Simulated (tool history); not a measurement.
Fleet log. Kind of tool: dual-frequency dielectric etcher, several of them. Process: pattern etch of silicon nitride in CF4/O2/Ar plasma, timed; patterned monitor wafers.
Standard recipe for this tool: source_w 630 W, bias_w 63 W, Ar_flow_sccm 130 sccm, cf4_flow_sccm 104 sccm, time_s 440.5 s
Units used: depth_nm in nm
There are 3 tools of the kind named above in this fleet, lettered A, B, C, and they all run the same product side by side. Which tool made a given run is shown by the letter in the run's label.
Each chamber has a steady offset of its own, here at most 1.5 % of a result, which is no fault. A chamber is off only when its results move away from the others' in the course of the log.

run   hour  source_w  bias_w  Ar_flow_sccm  cf4_flow_sccm  time_s  read-back reference wafer on the same gauge, depth_nm  depth_nm
 1C    9.4       630      63           130            104   440.5                                                 1160.3   1104.00
 2B   20.4       630      63           130            104   440.5                                                 1159.4   1079.20
 3A   28.0       630      63           130            104   440.5                                                 1159.4   1081.20
 4C   37.5       630      63           130            104   440.5                                                 1159.3   1099.80
 5A   44.0       630      63           130            104   440.5                                                 1159.0   1079.20
 6B   52.9       630      63           130            104   440.5                                                 1158.6   1074.90
 7A   61.3       630      63           130            104   440.5                                                 1158.8   1079.40
 8C   69.2       630      63           130            104   440.5                                                 1158.8   1098.50
 9B   79.7       630      63           130            104   440.5                                                 1158.8   1076.30
      81.1  -- chamber B: wet clean of the chamber
10A   90.1       630      63           130            104   440.5                                                 1158.6   1077.80
11C   96.3       630      63           130            104   440.5                                                 1157.7   1104.00
12B  103.3       630      63           130             81   440.5                                                 1157.8   1041.00
13B  108.7       630      63           130             81   440.5                                                 1157.7   1043.60
14C  118.7       630      63           130             81   440.5                                                 1158.0   1064.70
     124.3  -- chamber C: source power generator calibrated
15A  129.2       630      63           130            104   440.5                                                 1157.6   1077.20
16C  138.9       630      63           130            104   440.5                                                 1157.5   1100.40
17A  149.3       630      63           130            104   440.5                                                 1157.4   1078.60
18B  155.1       630      63           130            104   440.5                                                 1157.6   1078.90
19A  160.3       630      63           130            104   440.5                                                 1157.3   1078.10
20C  169.0       630      63           130            104   440.5                                                 1156.9   1098.00
21B  175.6       630      63           130            104   440.5                                                 1156.0   1075.60
22B  186.9       630      63           130            104   361.5                                                 1156.7    880.71
     195.9  -- chamber A: CF4 flow controller replaced
23C  197.6       630      63           130            104   361.5                                                 1156.2    901.07
24A  208.2       630      63           130            104   361.5                                                 1155.3    883.95
     209.3  -- chamber C: wet clean of the chamber
25A  220.2       630      63           130            104   440.5                                                 1155.6   1075.00
26C  231.5       630      63           130            104   440.5                                                 1155.4   1099.70
27B  238.2       630      63           130            104   440.5                                                 1155.0   1076.90
28A  249.2       760      63           130            104   440.5                                                 1155.3   1270.30
29C  260.2       760      63           130            104   440.5                                                 1154.6   1286.20
30B  265.4       760      63           130            104   440.5                                                 1154.5   1261.90
31C  274.2       630      63           130            104   440.5                                                 1153.9   1094.40
32A  282.2       630      63           130            104   440.5                                                 1154.5   1079.50
33B  288.5       630      63           130            104   440.5                                                 1153.8   1078.30
34A  299.5       630      63           153            104   349.5                                                 1153.4    835.35
35B  310.0       630      63           153            104   349.5                                                 1153.8    837.31
36C  318.9       630      63           153            104   349.5                                                 1152.9    850.69
37C  327.9       630      63           130            104   440.5                                                 1153.3   1094.80
38B  333.5       630      63           118            104   440.5                                                 1153.8   1085.90
39A  345.2       630      63           118            104   440.5                                                 1153.1   1088.00
40C  355.0       630      63           118            104   440.5                                                 1153.0   1107.90
41A  366.1       630      63           130            104   440.5                                                 1152.9   1074.10
42B  377.8       630      63           130            121   440.5                                                 1152.5   1095.00

Next, all 3 chambers run the settings below, one line each with question marks for the results. What does each chamber give?
43A  386.4       630      63           130            104   379.0                                                                ?
43B  386.4       630      63           130            104   379.0                                                                ?
43C  386.4       630      63           130            104   379.0                                                                ?

run  depth_nm
43A    924.11
43B    920.89
43C    939.59
